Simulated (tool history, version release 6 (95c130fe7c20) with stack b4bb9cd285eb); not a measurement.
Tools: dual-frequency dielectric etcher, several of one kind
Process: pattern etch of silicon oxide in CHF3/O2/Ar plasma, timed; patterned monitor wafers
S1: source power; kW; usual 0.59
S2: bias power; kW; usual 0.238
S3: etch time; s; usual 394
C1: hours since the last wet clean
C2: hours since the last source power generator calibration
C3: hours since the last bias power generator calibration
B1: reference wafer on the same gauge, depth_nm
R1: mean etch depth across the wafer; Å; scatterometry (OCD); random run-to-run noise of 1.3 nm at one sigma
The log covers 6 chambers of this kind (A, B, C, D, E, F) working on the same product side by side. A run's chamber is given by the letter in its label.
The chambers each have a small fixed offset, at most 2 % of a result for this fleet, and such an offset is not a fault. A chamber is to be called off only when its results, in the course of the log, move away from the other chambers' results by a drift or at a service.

{"hour": 3.2, "done": "chamber C: source power generator calibrated"}
{"run": "1D", "hour": 4.3, "S1": 0.59, "S2": 0.238, "S3": 394, "C1": 130, "C2": 1376.2, "C3": 1418.6, "B1": 798.03, "R1": 8614.9}
{"run": "2A", "hour": 7.5, "S1": 0.59, "S2": 0.238, "S3": 394, "C1": 239, "C2": 3329.9, "C3": 120.9, "B1": 797.62, "R1": 8487.7}
{"hour": 12.1, "done": "chamber C: wet clean of the chamber"}
{"run": "3B", "hour": 12.6, "S1": 0.59, "S2": 0.238, "S3": 394, "C1": 300.1, "C2": 913.3, "C3": 363.9, "B1": 797.92, "R1": 8437.5}
{"run": "4C", "hour": 17.5, "S1": 0.59, "S2": 0.238, "S3": 394, "C1": 5.5, "C2": 14.4, "C3": 4680.1, "B1": 797.75, "R1": 8481.4}
{"run": "5E", "hour": 20.9, "S1": 0.59, "S2": 0.238, "S3": 394, "C1": 50.1, "C2": 1520.5, "C3": 432.4, "B1": 797.65, "R1": 8663}
{"run": "6F", "hour": 26.5, "S1": 0.64, "S2": 0.263, "S3": 394, "C1": 195.3, "C2": 1537.8, "C3": 513.1, "B1": 797.26, "R1": 9119.8}
{"run": "7B", "hour": 31.4, "S1": 0.64, "S2": 0.263, "S3": 394, "C1": 318.9, "C2": 932.1, "C3": 382.7, "B1": 797.17, "R1": 9054.1}
{"run": "8A", "hour": 34.0, "S1": 0.64, "S2": 0.263, "S3": 394, "C1": 265.5, "C2": 3356.4, "C3": 147.4, "B1": 797.03, "R1": 9041.4}
{"run": "9F", "hour": 38.3, "S1": 0.64, "S2": 0.263, "S3": 394, "C1": 207.1, "C2": 1549.6, "C3": 524.9, "B1": 797.04, "R1": 9106.4}
{"run": "10C", "hour": 40.8, "S1": 0.64, "S2": 0.263, "S3": 394, "C1": 28.8, "C2": 37.7, "C3": 4703.4, "B1": 796.7, "R1": 9076.6}
{"run": "11E", "hour": 44.9, "S1": 0.64, "S2": 0.263, "S3": 394, "C1": 74.1, "C2": 1544.5, "C3": 456.4, "B1": 796.68, "R1": 9228.8}
{"run": "12D", "hour": 48.6, "S1": 0.59, "S2": 0.238, "S3": 394, "C1": 174.3, "C2": 1420.5, "C3": 1462.9, "B1": 796.78, "R1": 8603.1}
{"run": "13D", "hour": 52.7, "S1": 0.59, "S2": 0.238, "S3": 394, "C1": 178.4, "C2": 1424.6, "C3": 1467, "B1": 796.76, "R1": 8570.3}
{"run": "14E", "hour": 57.1, "S1": 0.59, "S2": 0.238, "S3": 394, "C1": 86.3, "C2": 1556.7, "C3": 468.6, "B1": 796.54, "R1": 8644.4}
{"run": "15F", "hour": 61.8, "S1": 0.59, "S2": 0.238, "S3": 436, "C1": 230.6, "C2": 1573.1, "C3": 548.4, "B1": 796.33, "R1": 9438}
{"run": "16A", "hour": 65.7, "S1": 0.59, "S2": 0.238, "S3": 436, "C1": 297.2, "C2": 3388.1, "C3": 179.1, "B1": 796.28, "R1": 9333.4}
{"run": "17B", "hour": 71.0, "S1": 0.59, "S2": 0.238, "S3": 436, "C1": 358.5, "C2": 971.7, "C3": 422.3, "B1": 796.17, "R1": 9344.3}
{"run": "18C", "hour": 75.2, "S1": 0.59, "S2": 0.238, "S3": 436, "C1": 63.2, "C2": 72.1, "C3": 4737.8, "B1": 796.04, "R1": 9368.4}
{"run": "19F", "hour": 80.0, "S1": 0.59, "S2": 0.238, "S3": 436, "C1": 248.8, "C2": 1591.3, "C3": 566.6, "B1": 795.95, "R1": 9422}
{"run": "20A", "hour": 83.1, "S1": 0.59, "S2": 0.238, "S3": 436, "C1": 314.6, "C2": 3405.5, "C3": 196.5, "B1": 795.34, "R1": 9357.7}
{"run": "21B", "hour": 85.8, "S1": 0.59, "S2": 0.284, "S3": 446, "C1": 373.3, "C2": 986.5, "C3": 437.1, "B1": 795.61, "R1": 10161}
{"run": "22C", "hour": 88.3, "S1": 0.59, "S2": 0.284, "S3": 446, "C1": 76.3, "C2": 85.2, "C3": 4750.9, "B1": 795.45, "R1": 10192}
{"run": "23E", "hour": 91.5, "S1": 0.59, "S2": 0.284, "S3": 446, "C1": 120.7, "C2": 1591.1, "C3": 503, "B1": 795.49, "R1": 10422}
{"run": "24D", "hour": 96.8, "S1": 0.59, "S2": 0.284, "S3": 446, "C1": 222.5, "C2": 1468.7, "C3": 1511.1, "B1": 795.37, "R1": 10306}
{"run": "25C", "hour": 100.2, "S1": 0.59, "S2": 0.284, "S3": 446, "C1": 88.2, "C2": 97.1, "C3": 4762.8, "B1": 795.11, "R1": 10191}
{"run": "26B", "hour": 104.9, "S1": 0.59, "S2": 0.284, "S3": 446, "C1": 392.4, "C2": 1005.6, "C3": 456.2, "B1": 795.19, "R1": 10167}
{"run": "27D", "hour": 110.5, "S1": 0.59, "S2": 0.238, "S3": 394, "C1": 236.2, "C2": 1482.4, "C3": 1524.8, "B1": 795.3, "R1": 8558.8}
{"run": "28A", "hour": 113.6, "S1": 0.48, "S2": 0.197, "S3": 394, "C1": 345.1, "C2": 3436, "C3": 227, "B1": 794.78, "R1": 7321.6}
{"run": "29F", "hour": 118.6, "S1": 0.48, "S2": 0.197, "S3": 394, "C1": 287.4, "C2": 1629.9, "C3": 605.2, "B1": 794.39, "R1": 7382.9}
{"run": "30E", "hour": 122.0, "S1": 0.48, "S2": 0.197, "S3": 394, "C1": 151.2, "C2": 1621.6, "C3": 533.5, "B1": 794.4, "R1": 7467.4}
{"run": "31F", "hour": 126.0, "S1": 0.48, "S2": 0.197, "S3": 394, "C1": 294.8, "C2": 1637.3, "C3": 612.6, "B1": 794.46, "R1": 7359.9}
{"run": "32A", "hour": 128.9, "S1": 0.48, "S2": 0.197, "S3": 394, "C1": 360.4, "C2": 3451.3, "C3": 242.3, "B1": 794.52, "R1": 7306.2}
{"run": "33E", "hour": 131.9, "S1": 0.48, "S2": 0.197, "S3": 394, "C1": 161.1, "C2": 1631.5, "C3": 543.4, "B1": 794.35, "R1": 7461}
{"run": "34C", "hour": 137.2, "S1": 0.59, "S2": 0.198, "S3": 499, "C1": 125.2, "C2": 134.1, "C3": 4799.8, "B1": 794.26, "R1": 10036}
{"run": "35B", "hour": 141.8, "S1": 0.59, "S2": 0.198, "S3": 499, "C1": 429.3, "C2": 1042.5, "C3": 493.1, "B1": 794.13, "R1": 9994.7}
{"run": "36D", "hour": 144.9, "S1": 0.59, "S2": 0.198, "S3": 499, "C1": 270.6, "C2": 1516.8, "C3": 1559.2, "B1": 793.88, "R1": 10169}
{"run": "37F", "hour": 149.4, "S1": 0.59, "S2": 0.198, "S3": 499, "C1": 318.2, "C2": 1660.7, "C3": 636, "B1": 794, "R1": 10095}
{"run": "38D", "hour": 153.3, "S1": 0.59, "S2": 0.198, "S3": 499, "C1": 279, "C2": 1525.2, "C3": 1567.6, "B1": 793.74, "R1": 10143}
{"run": "39E", "hour": 157.6, "S1": 0.59, "S2": 0.198, "S3": 499, "C1": 186.8, "C2": 1657.2, "C3": 569.1, "B1": 793.57, "R1": 10247}
{"run": "40A", "hour": 162.5, "S1": 0.59, "S2": 0.238, "S3": 394, "C1": 394, "C2": 3484.9, "C3": 275.9, "B1": 793.17, "R1": 8448.5}
{"run": "41B", "hour": 165.3, "S1": 0.59, "S2": 0.238, "S3": 394, "C1": 452.8, "C2": 1066, "C3": 516.6, "B1": 793.51, "R1": 8389.1}
{"run": "42C", "hour": 168.3, "S1": 0.59, "S2": 0.238, "S3": 394, "C1": 156.3, "C2": 165.2, "C3": 4830.9, "B1": 793.61, "R1": 8447.8}
{"run": "43A", "hour": 173.1, "S1": 0.59, "S2": 0.238, "S3": 394, "C1": 404.6, "C2": 3495.5, "C3": 286.5, "B1": 793.19, "R1": 8427.2}
{"run": "44D", "hour": 176.1, "S1": 0.59, "S2": 0.238, "S3": 394, "C1": 301.8, "C2": 1548, "C3": 1590.4, "B1": 793.25, "R1": 8543.3}

Next, every chamber runs the same settings. What will each give?
{"run": "45A", "hour": 180.2, "S1": 0.59, "S2": 0.283, "S3": 394, "R1": "?"}
{"run": "45B", "hour": 180.2, "S1": 0.59, "S2": 0.283, "S3": 394, "R1": "?"}
{"run": "45C", "hour": 180.2, "S1": 0.59, "S2": 0.283, "S3": 394, "R1": "?"}
{"run": "45D", "hour": 180.2, "S1": 0.59, "S2": 0.283, "S3": 394, "R1": "?"}
{"run": "45E", "hour": 180.2, "S1": 0.59, "S2": 0.283, "S3": 394, "R1": "?"}
{"run": "45F", "hour": 180.2, "S1": 0.59, "S2": 0.283, "S3": 394, "R1": "?"}

run=45A R1=8965.5
run=45B R1=8948.4
run=45C R1=9015.1
run=45D R1=9071.8
run=45E R1=9157.3
run=45F R1=9031.5
